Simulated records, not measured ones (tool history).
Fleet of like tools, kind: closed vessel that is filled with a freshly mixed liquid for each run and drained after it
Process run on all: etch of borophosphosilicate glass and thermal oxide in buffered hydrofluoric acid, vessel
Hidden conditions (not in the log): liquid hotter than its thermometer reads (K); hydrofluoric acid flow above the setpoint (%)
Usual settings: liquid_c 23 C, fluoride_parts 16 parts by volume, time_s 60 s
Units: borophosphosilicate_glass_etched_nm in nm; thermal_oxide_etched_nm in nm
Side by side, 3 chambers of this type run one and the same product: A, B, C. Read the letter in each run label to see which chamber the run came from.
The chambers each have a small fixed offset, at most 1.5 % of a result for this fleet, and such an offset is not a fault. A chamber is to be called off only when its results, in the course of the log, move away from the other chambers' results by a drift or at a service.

run	hour	liquid_c	fluoride_parts	time_s	hours since the thermometer was replaced	hours since the hydrofluoric acid flow meter was replaced	read-back film thickness of the borophosphosilicate glass reference wafer, read on the same gauge (nm)	read-back film thickness of the thermal oxide reference wafer, read on the same gauge (nm)	borophosphosilicate_glass_etched_nm	thermal_oxide_etched_nm
1A	4.4	23	16	60	227.4	466.6	100	130	99.244	39.386
2B	6.9	23	16	60	760.9	1375.6	100.01	129.99	97.387	38.501
3C	10.5	23	16	60	890.5	1049.7	99.973	130	98.235	37.665
4A	13.4	23	16	60	236.4	475.6	100.01	130.02	98.686	39.07
5B	16.4	23	16	60	770.4	1385.1	99.955	130	97.978	38.241
6C	19.3	23	16	60	899.3	1058.5	99.987	130.01	97.938	37.071
7B	22.6	23	16	60	776.6	1391.3	100.02	130.01	97.289	37.646
8C	26.7	23	16	60	906.7	1065.9	99.99	130.01	97.474	37.956
9A	30.8	23	16	60	253.8	493	99.969	129.99	98.985	38.446
10B	34.5	23	16	60	788.5	1403.2	100.03	129.99	99.016	37.898
11A	38	23	16	60	261	500.2	99.978	129.98	98.815	38.509
12C	41.8	23	16	60	921.8	1081	99.974	130	97.735	37.743
13C	44.7	23	16	60	924.7	1083.9	100	130.01	98.559	37.933
14B	47	23	16	60	801	1415.7	99.963	130	98.034	38.191
15A	51.6	23	16	60	274.6	513.8	100.01	130	99.727	38.461
16B	55.4	23	16	60	809.4	1424.1	99.976	130	98.337	38.157
17A	59.3	23	16	60	282.3	521.5	100.01	129.99	99.96	38.901
18C	62.6	23	16	60	942.6	1101.8	100.03	130	97.621	37.667
# hour 63: chamber A: hydrofluoric acid flow meter replaced
19C	65	23	16	60	945	1104.2	100	130	98.531	37.598
20B	68.8	23	16	60	822.8	1437.5	99.983	130.01	98.127	37.557
21A	70.9	23	21	40	293.9	7.9	100.03	129.99	51.54	20.101
22B	74.7	23	21	40	828.7	1443.4	99.981	129.99	50.294	19.618
23C	78.9	23	21	40	958.9	1118.1	100.01	130	50.613	19.706
24A	83	23	16	60	306	20	99.992	130	99.28	37.983
25B	85.2	23	16	85	839.2	1453.9	100.02	130	140.51	54.246
26C	88	23	16	85	968	1127.2	100.02	129.97	138.35	53.442
27A	92.3	23	16	85	315.3	29.3	99.957	129.99	141	53.786

Next, every chamber runs the same settings. What will each give?
28A	95.7	23	21.5	60					?	?
28B	95.7	23	21.5	60					?	?
28C	95.7	23	21.5	60					?	?

run	borophosphosilicate_glass_etched_nm	thermal_oxide_etched_nm
28A	76.195	29.549
28B	74.739	28.481
28C	75.094	29.072
